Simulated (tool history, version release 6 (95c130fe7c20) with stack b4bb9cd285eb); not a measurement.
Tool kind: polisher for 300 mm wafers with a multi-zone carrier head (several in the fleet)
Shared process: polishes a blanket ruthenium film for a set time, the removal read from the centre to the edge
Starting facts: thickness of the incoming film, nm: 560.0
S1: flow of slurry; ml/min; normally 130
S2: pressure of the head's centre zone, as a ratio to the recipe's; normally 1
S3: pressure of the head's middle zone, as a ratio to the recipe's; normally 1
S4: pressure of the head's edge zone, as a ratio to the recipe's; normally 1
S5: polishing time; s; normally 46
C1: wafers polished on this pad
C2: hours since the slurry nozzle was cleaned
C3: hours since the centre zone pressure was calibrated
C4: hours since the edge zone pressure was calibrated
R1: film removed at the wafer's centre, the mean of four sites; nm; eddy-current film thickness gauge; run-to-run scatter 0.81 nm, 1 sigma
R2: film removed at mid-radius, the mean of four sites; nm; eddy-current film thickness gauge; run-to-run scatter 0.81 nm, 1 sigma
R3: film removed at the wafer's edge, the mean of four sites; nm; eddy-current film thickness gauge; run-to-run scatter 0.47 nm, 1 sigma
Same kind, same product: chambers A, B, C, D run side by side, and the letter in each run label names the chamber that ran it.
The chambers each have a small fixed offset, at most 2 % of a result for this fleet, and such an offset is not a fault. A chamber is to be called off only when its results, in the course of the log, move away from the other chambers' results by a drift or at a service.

run   hour   S1  S2    S3    S4  S5    C1     C2     C3     C4      R1      R2      R3
         4  -- chamber B: edge zone pressure recalibrated
 1C      4  130   1     1     1  46   577   98.6     34    381  58.422  59.074  56.939
 2B    6.9  130   1     1     1  46   417  206.3  183.8    2.9  57.851  56.559  58.135
 3D   11.6  130   1     1     1  46   651  644.7  617.2  327.2  56.203  57.609  56.871
 4A   16.4  130   1     1     1  46   868  206.2  103.2  510.3  55.251  57.033  56.221
 5D   20.3  165   1     1     1  46   726  653.4  625.9  335.9  59.659  59.549  59.423
 6B   25.6  165   1     1     1  46   578    225  202.5   21.6  61.171  61.071  59.264
 7A   29.3  165   1     1     1  46   979  219.1  116.1  523.2  60.218  57.798   59.44
 8C   32.8  165   1     1     1  46   826  127.4   62.8  409.8  60.507  59.422  58.657
 9A   38.2  130   1     1     1  46  1056    228    125  532.1  55.879  55.035  57.574
10C   42.9  130   1     1     1  46   913  137.5   72.9  419.9  59.434   57.48  57.227
      44.9  -- chamber A: worn pad replaced by a new one
      46.6  -- chamber D: edge zone pressure recalibrated
11B   49.4  130   1     1     1  46   783  248.8  226.3   45.4  58.059   55.93  57.497
12D   53.8  130   1     1     1  46  1015  686.9  659.4    7.3  55.511  58.753  57.083
      55.4  -- chamber D: worn pad replaced by a new one
        56  -- chamber B: slurry nozzle cleaned
13C   60.2  130   1  1.05  1.11  46  1062  154.8   90.2  437.2   58.22  58.132  60.432
14A   66.1  130   1  1.05  1.11  46   183  255.9  152.9    560  54.885  58.616  59.677
15D   70.9  130   1  1.05  1.11  46   134    704  676.5   24.4  56.673   60.98  60.456
16B     75  130   1  1.05  1.11  46  1004     19  251.9     71  57.858  59.261  59.991
      77.1  -- chamber C: worn pad replaced by a new one
17D   81.3  130   1     1     1  46   224  714.4  686.9   34.8  56.802  57.479  56.402
18B   87.6  130   1     1     1  46  1113   31.6  264.5   83.6  57.902   57.22   55.79
19A   93.3  130   1     1     1  46   418  283.1  180.1  587.2  54.794  56.507  55.851
20C   96.3  130   1     1     1  46   166  190.9  126.3  473.3  56.456  57.985  56.826
21A   99.2  130   1     1     1  46   469    289    186  593.1  53.709  57.867  56.662
22B  104.7  130   1     1     1  46  1261   48.7  281.6  100.7  57.167  56.732  57.312
23D  109.5  130   1     1     1  46   467  742.6  715.1     63  56.158  57.411  56.795
24C  112.8  170   1     1     1  51   308  207.4  142.8  489.8  68.097  66.109   65.97
25D  116.4  170   1     1     1  51   527  749.5    722   69.9  66.057  65.684  65.076
26B  119.4  170   1     1     1  51  1388   63.4  296.3  115.4  69.163  65.989  65.574
27A  123.1  170   1     1     1  51   675  312.9  209.9    617   62.49  66.238  65.481
28C  126.1  130   1     1     1  46   423  220.7  156.1  503.1   56.96  57.543  56.634
29A    130  130   1     1     1  46   734  319.8  216.8  623.9  53.379  56.428  57.192
     135.1  -- chamber B: worn pad replaced by a new one
30B  136.5  130   1     1     1  46    12   80.5  313.4  132.5  56.419  57.308  57.434
31C  141.2  105   1     1  1.07  46   553  235.8  171.2  518.2  54.245  53.434  56.458
32D  147.8  105   1     1  1.07  46   798  780.9  753.4  101.3   52.84  55.026  57.237
33A  151.3  105   1     1  1.07  46   918  341.1  238.1  645.2  49.916  54.421  56.742
     153.8  -- chamber B: centre zone pressure recalibrated
34B  157.8  105   1     1  1.07  46   196  101.8      4  153.8  53.517  53.662  56.601
35D  162.3  130   1   1.1     1  57   923  795.4  767.9  115.8  70.831  78.034  69.977
36C  168.1  130   1   1.1     1  57   785  262.7  198.1  545.1  71.782  76.824  70.757
37B  171.3  130   1   1.1     1  57   312  115.3   17.5  167.3  70.888  76.878  70.328
38D  174.8  130   1   1.1     1  57  1031  807.9  780.4  128.3   69.84  78.026  70.621
39C  181.1  130   1     1     1  46   898  275.7  211.1  558.1  57.548  57.208  56.248
     184.4  -- chamber D: worn pad replaced by a new one
     185.5  -- chamber A: worn pad replaced by a new one
40A  186.3  130   1     1     1  46     7  376.1  273.1  680.2  51.024  55.803  56.885
41B  189.5  130   1     1     1  46   469  133.5   35.7  185.5  56.982  57.447  56.563
42A  196.1  130   1     1     1  46    92  385.9  282.9    690  52.635   55.94  56.943
43D  200.4  130   1     1     1  46   138  833.5    806  153.9  56.792  57.496  56.903

Each of the 4 chambers runs these same settings next. Fill in every chamber's results:
44A  205.1  130   1   1   1  46                   ?   ?   ?
44B  205.1  130   1   1   1  46                   ?   ?   ?
44C  205.1  130   1   1   1  46                   ?   ?   ?
44D  205.1  130   1   1   1  46                   ?   ?   ?

run      R1      R2      R3
44A  49.631   56.03  55.939
44B  58.372  56.299  56.644
44C    58.1  58.042  57.842
44D  55.422  57.659  57.117

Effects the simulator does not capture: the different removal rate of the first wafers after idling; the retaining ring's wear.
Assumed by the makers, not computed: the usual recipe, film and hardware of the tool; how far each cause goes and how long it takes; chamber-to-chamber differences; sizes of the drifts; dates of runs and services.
